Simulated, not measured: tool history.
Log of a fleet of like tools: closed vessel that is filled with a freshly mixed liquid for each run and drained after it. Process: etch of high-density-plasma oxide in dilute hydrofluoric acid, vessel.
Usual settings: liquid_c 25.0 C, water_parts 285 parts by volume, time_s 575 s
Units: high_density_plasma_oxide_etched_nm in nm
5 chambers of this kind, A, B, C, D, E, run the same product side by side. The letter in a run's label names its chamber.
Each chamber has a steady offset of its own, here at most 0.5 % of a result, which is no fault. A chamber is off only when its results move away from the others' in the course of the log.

run   hour  liquid_c  water_parts  time_s  read-back film thickness of the high-density-plasma oxide reference wafer, read on the same gauge (nm)  high_density_plasma_oxide_etched_nm
 1D    8.2      25.0          285     575                                                                                                  90.011                               8.6526
 2B   15.1      25.0          285     575                                                                                                  89.990                               8.7870
 3E   25.0      25.0          285     575                                                                                                  89.980                               8.7880
 4C   33.8      25.0          285     575                                                                                                  89.962                               8.8180
 5A   43.0      25.0          285     575                                                                                                  90.005                               8.7783
 6E   48.0      22.5          285     240                                                                                                  89.977                               3.3915
 7B   56.9      22.5          285     240                                                                                                  89.991                               3.3390
 8D   64.1      22.5          285     240                                                                                                  89.994                               3.3284
 9A   69.2      22.5          285     240                                                                                                  90.000                               3.3521
10C   74.5      22.5          285     240                                                                                                  89.979                               3.3282
11B   82.7      25.0          285     575                                                                                                  90.010                               8.8720
12A   88.3      25.0          285     575                                                                                                  89.992                               8.8278
13D   93.5      25.0          285     575                                                                                                  89.997                               8.9055
14E  100.0      25.0          285     575                                                                                                  89.977                               8.7656
15C  108.7      25.0          285     575                                                                                                  90.005                               8.7329
16D  118.1      25.0          175     855                                                                                                  90.011                              23.7910
17E  125.6      25.0          175     855                                                                                                  90.010                              23.9790
18C  132.2      25.0          175     855                                                                                                  89.993                              23.9290
19A  138.7      25.0          175     855                                                                                                  89.990                              23.4740
     145.1  -- chamber E: thermometer replaced
20B  145.8      25.0          175     855                                                                                                  90.025                              23.8420
21E  156.3      25.0          285     575                                                                                                  90.006                               8.8992
22C  166.0      25.0          285     575                                                                                                  89.999                               8.8875
23D  170.8      25.0          285     575                                                                                                  90.007                               8.6898
24B  178.1      25.0          285     575                                                                                                  90.010                               8.8751
25A  186.0      25.0          285     575                                                                                                  90.036                               8.6326
26A  191.1      20.5          285     275                                                                                                  90.012                               3.5731
27D  198.6      20.5          285     275                                                                                                  90.025                               3.5755
28B  203.6      20.5          285     275                                                                                                  90.000                               3.5209
29E  208.7      20.5          285     275                                                                                                  90.017                               3.6272
30C  215.5      20.5          285     275                                                                                                  89.996                               3.5817
31B  222.9      25.0          285     575                                                                                                  90.005                               8.6513
32D  229.4      25.0          285     575                                                                                                  89.992                               8.6921

Next, every chamber runs the same settings. What will each give?
33A  236.9      25.0          285     575                                                                                                                                            ?
33B  236.9      25.0          285     575                                                                                                                                            ?
33C  236.9      25.0          285     575                                                                                                                                            ?
33D  236.9      25.0          285     575                                                                                                                                            ?
33E  236.9      25.0          285     575                                                                                                                                            ?

run  high_density_plasma_oxide_etched_nm
33A                               8.7853
33B                               8.6641
33C                               8.7827
33D                               8.7667
33E                               8.7702

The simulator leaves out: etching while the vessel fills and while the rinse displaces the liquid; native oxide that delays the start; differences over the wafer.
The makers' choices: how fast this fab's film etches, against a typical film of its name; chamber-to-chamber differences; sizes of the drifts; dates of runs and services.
